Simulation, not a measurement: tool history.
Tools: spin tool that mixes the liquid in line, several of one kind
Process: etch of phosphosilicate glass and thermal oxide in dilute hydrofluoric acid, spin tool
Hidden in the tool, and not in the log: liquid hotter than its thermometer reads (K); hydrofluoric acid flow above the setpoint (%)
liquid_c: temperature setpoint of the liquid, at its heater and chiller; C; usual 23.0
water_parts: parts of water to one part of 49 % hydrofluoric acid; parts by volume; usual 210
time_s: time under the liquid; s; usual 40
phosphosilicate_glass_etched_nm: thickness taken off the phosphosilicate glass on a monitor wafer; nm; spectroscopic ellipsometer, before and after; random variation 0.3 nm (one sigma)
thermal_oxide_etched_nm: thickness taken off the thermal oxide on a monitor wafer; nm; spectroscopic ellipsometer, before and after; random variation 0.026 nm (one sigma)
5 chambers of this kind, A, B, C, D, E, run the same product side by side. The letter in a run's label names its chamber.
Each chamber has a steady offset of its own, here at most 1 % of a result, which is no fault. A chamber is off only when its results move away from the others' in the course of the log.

run	day	liquid_c	water_parts	time_s	hours since the thermometer was replaced	hours since the hydrofluoric acid flow meter was replaced	read-back film thickness of the phosphosilicate glass reference wafer, read on the same gauge (nm)	read-back film thickness of the thermal oxide reference wafer, read on the same gauge (nm)	phosphosilicate_glass_etched_nm	thermal_oxide_etched_nm
1A	0.671	23.0	210	40	908.4	1044.0	100.000	30.019	31.982	0.79728
2D	1.192	23.0	210	40	1115.5	1259.5	99.997	29.996	32.273	0.80764
3B	1.567	23.0	210	40	1615.3	1824.5	100.010	29.987	31.636	0.77226
4E	2.221	23.0	210	40	117.1	2138.9	99.990	29.981	32.175	0.82870
5C	2.862	23.0	210	25	184.3	594.1	100.020	29.986	20.336	0.50519
# day 3.246: chamber B: hydrofluoric acid flow meter replaced
6A	3.254	23.0	210	25	970.4	1106.0	99.977	30.000	20.481	0.50305
7B	3.579	23.0	210	25	1663.6	8.0	99.974	30.000	20.226	0.49037
8E	4.183	23.0	210	25	164.2	2186.0	100.020	30.021	20.381	0.54388
# day 4.625: chamber A: hydrofluoric acid flow meter replaced
9C	4.629	23.0	210	25	226.7	636.5	100.030	30.003	20.118	0.49445
10D	4.971	19.5	245	40	1206.2	1350.2	100.000	30.017	23.909	0.57964
11B	5.521	19.5	245	40	1710.2	54.6	100.020	30.010	23.658	0.59351
12C	5.854	19.5	245	40	256.1	665.9	99.986	29.995	23.051	0.57708
13D	6.312	19.5	245	40	1238.4	1382.4	100.000	29.997	23.769	0.57431
14A	6.738	19.5	245	40	1054.0	50.7	100.000	29.998	23.575	0.54979
15E	7.083	23.0	210	40	233.8	2255.6	100.010	29.991	32.720	0.77741
16D	7.538	23.0	210	40	1267.8	1411.8	99.984	29.998	32.397	0.81270
17E	8.046	23.0	210	40	256.9	2278.7	99.984	29.992	32.612	0.79226
18A	8.596	23.0	210	40	1098.6	95.3	99.996	30.003	32.640	0.75154
19C	8.912	23.0	210	40	329.5	739.3	100.010	30.010	32.164	0.81799
20B	9.300	23.0	210	20	1800.9	145.3	100.000	30.004	16.332	0.40128
21B	9.888	23.0	210	20	1815.0	159.4	99.960	29.994	16.224	0.39644
22D	10.321	23.0	210	20	1334.6	1478.6	100.020	30.009	16.199	0.37871
23A	10.758	23.0	210	20	1150.5	147.2	99.975	30.017	16.479	0.36655
24E	11.312	23.0	210	20	335.3	2357.1	100.010	29.984	16.293	0.39880
25C	11.692	23.0	210	40	396.2	806.0	100.020	30.006	32.560	0.75940
26E	12.317	23.0	210	40	359.4	2381.2	100.010	29.982	32.955	0.78892
27C	12.679	23.0	210	40	419.9	829.7	99.964	29.990	32.356	0.74793
28D	13.312	23.0	210	40	1406.4	1550.4	99.986	30.012	32.686	0.81369
29A	13.750	23.0	210	40	1222.3	219.0	100.010	29.998	32.541	0.82590
30B	14.338	23.0	210	40	1921.8	266.2	100.040	29.996	32.340	0.80480
31A	14.679	23.0	210	40	1244.6	241.3	100.020	29.998	32.693	0.77070
32E	14.988	23.0	210	40	423.5	2445.3	100.000	30.002	32.964	0.81103
33C	15.521	23.0	210	40	488.1	897.9	100.010	29.985	32.581	0.79776
34D	16.117	18.0	140	40	1473.7	1617.7	99.968	30.012	42.499	1.00710
35B	16.767	18.0	140	40	1980.1	324.5	100.020	30.021	42.478	1.00550
36B	17.317	18.0	140	40	1993.3	337.7	100.010	30.004	42.622	1.06850

Is one chamber off against the others, does the gauge drift, or is nothing wrong? If a chamber is off, say which, and what the likeliest cause is.

No chamber stands off beyond its own small offset, and the gauge holds steady.
